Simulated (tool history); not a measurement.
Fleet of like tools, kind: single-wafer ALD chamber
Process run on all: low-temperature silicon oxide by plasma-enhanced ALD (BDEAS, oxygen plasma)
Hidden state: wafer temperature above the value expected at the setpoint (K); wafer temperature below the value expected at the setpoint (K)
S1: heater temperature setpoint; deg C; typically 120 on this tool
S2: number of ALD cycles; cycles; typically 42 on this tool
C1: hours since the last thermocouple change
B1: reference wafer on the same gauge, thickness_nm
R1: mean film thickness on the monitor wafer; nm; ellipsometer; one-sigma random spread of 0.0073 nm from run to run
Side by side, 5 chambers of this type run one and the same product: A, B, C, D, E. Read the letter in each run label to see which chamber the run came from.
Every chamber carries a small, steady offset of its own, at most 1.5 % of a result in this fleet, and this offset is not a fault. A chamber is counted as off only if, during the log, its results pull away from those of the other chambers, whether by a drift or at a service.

{"run": "1C", "day": 0.267, "S1": 120, "S2": 42, "C1": 1613.1, "B1": 6.6988, "R1": 5.8634}
{"run": "2E", "day": 0.596, "S1": 120, "S2": 42, "C1": 833.4, "B1": 6.7016, "R1": 5.7806}
{"run": "3B", "day": 0.846, "S1": 120, "S2": 42, "C1": 152.7, "B1": 6.6999, "R1": 5.7853}
{"day": 1.062, "done": "chamber A: thermocouple changed; heater temperature recalibrated"}
{"run": "4D", "day": 1.212, "S1": 120, "S2": 42, "C1": 156.3, "B1": 6.7051, "R1": 5.7418}
{"run": "5A", "day": 1.45, "S1": 120, "S2": 42, "C1": 9.4, "B1": 6.7038, "R1": 5.7963}
{"run": "6E", "day": 1.758, "S1": 130, "S2": 39, "C1": 861.3, "B1": 6.7053, "R1": 5.2574}
{"run": "7A", "day": 2.012, "S1": 130, "S2": 39, "C1": 22.9, "B1": 6.7072, "R1": 5.2877}
{"run": "8B", "day": 2.367, "S1": 130, "S2": 39, "C1": 189.2, "B1": 6.7072, "R1": 5.2829}
{"run": "9C", "day": 2.621, "S1": 130, "S2": 39, "C1": 1669.6, "B1": 6.7081, "R1": 5.3358}
{"run": "10D", "day": 2.779, "S1": 130, "S2": 39, "C1": 193.9, "B1": 6.7103, "R1": 5.242}
{"run": "11B", "day": 3.142, "S1": 120, "S2": 42, "C1": 207.8, "B1": 6.7083, "R1": 5.7866}
{"run": "12A", "day": 3.35, "S1": 120, "S2": 42, "C1": 55.0, "B1": 6.712, "R1": 5.8021}
{"run": "13E", "day": 3.538, "S1": 120, "S2": 42, "C1": 904.0, "B1": 6.7109, "R1": 5.7823}
{"run": "14C", "day": 3.833, "S1": 120, "S2": 42, "C1": 1698.7, "B1": 6.7122, "R1": 5.8687}
{"run": "15D", "day": 4.117, "S1": 120, "S2": 42, "C1": 226.0, "B1": 6.7105, "R1": 5.7655}
{"run": "16A", "day": 4.392, "S1": 120, "S2": 42, "C1": 80.0, "B1": 6.7132, "R1": 5.7948}
{"run": "17D", "day": 4.662, "S1": 120, "S2": 42, "C1": 239.1, "B1": 6.714, "R1": 5.7671}
{"run": "18C", "day": 4.929, "S1": 120, "S2": 42, "C1": 1725.0, "B1": 6.7147, "R1": 5.8628}
{"run": "19B", "day": 5.288, "S1": 120, "S2": 42, "C1": 259.3, "B1": 6.7145, "R1": 5.7954}
{"run": "20E", "day": 5.604, "S1": 120, "S2": 42, "C1": 953.6, "B1": 6.7168, "R1": 5.789}
{"run": "21E", "day": 5.933, "S1": 120, "S2": 42, "C1": 961.5, "B1": 6.7189, "R1": 5.788}
{"run": "22C", "day": 6.258, "S1": 132, "S2": 37, "C1": 1756.9, "B1": 6.721, "R1": 5.0627}
{"run": "23A", "day": 6.479, "S1": 132, "S2": 37, "C1": 130.1, "B1": 6.7179, "R1": 5.0004}
{"run": "24D", "day": 6.729, "S1": 132, "S2": 37, "C1": 288.7, "B1": 6.7195, "R1": 4.9544}
{"run": "25B", "day": 6.975, "S1": 132, "S2": 37, "C1": 299.8, "B1": 6.7224, "R1": 4.9926}
{"run": "26B", "day": 7.333, "S1": 132, "S2": 37, "C1": 308.4, "B1": 6.7209, "R1": 4.9979}
{"run": "27C", "day": 7.692, "S1": 120, "S2": 42, "C1": 1791.3, "B1": 6.7231, "R1": 5.8901}
{"run": "28D", "day": 7.862, "S1": 120, "S2": 42, "C1": 315.9, "B1": 6.7227, "R1": 5.7628}
{"run": "29A", "day": 8.154, "S1": 120, "S2": 42, "C1": 170.3, "B1": 6.7244, "R1": 5.8218}
{"run": "30E", "day": 8.312, "S1": 120, "S2": 42, "C1": 1018.6, "B1": 6.7257, "R1": 5.8097}
{"run": "31B", "day": 8.612, "S1": 120, "S2": 42, "C1": 339.1, "B1": 6.7251, "R1": 5.8029}
{"run": "32C", "day": 8.846, "S1": 114, "S2": 42, "C1": 1819.0, "B1": 6.7278, "R1": 5.9376}
{"run": "33D", "day": 9.062, "S1": 114, "S2": 42, "C1": 344.7, "B1": 6.7275, "R1": 5.8351}
{"run": "34E", "day": 9.262, "S1": 114, "S2": 42, "C1": 1041.4, "B1": 6.7289, "R1": 5.8613}
{"run": "35A", "day": 9.625, "S1": 114, "S2": 42, "C1": 205.6, "B1": 6.7282, "R1": 5.8789}
{"run": "36B", "day": 9.912, "S1": 114, "S2": 42, "C1": 370.3, "B1": 6.7302, "R1": 5.8753}
{"run": "37E", "day": 10.133, "S1": 120, "S2": 42, "C1": 1062.3, "B1": 6.7309, "R1": 5.8089}
{"run": "38C", "day": 10.321, "S1": 120, "S2": 42, "C1": 1854.4, "B1": 6.7322, "R1": 5.8826}
{"run": "39D", "day": 10.596, "S1": 120, "S2": 42, "C1": 381.5, "B1": 6.7322, "R1": 5.7748}
{"run": "40A", "day": 10.758, "S1": 120, "S2": 42, "C1": 232.8, "B1": 6.7337, "R1": 5.8231}
{"run": "41D", "day": 10.962, "S1": 116, "S2": 34, "C1": 390.3, "B1": 6.7319, "R1": 4.7061}
{"run": "42A", "day": 11.183, "S1": 116, "S2": 34, "C1": 243.0, "B1": 6.7327, "R1": 4.7521}

One chamber off, gauge drift, or nothing amiss beyond the chambers' own small offsets? If it is a chamber, which one, and what is the likeliest cause?

The gauge drifts, so all chambers seem to drift together. No chamber is off.
Cause: gauge reads high (%) = 0.514.
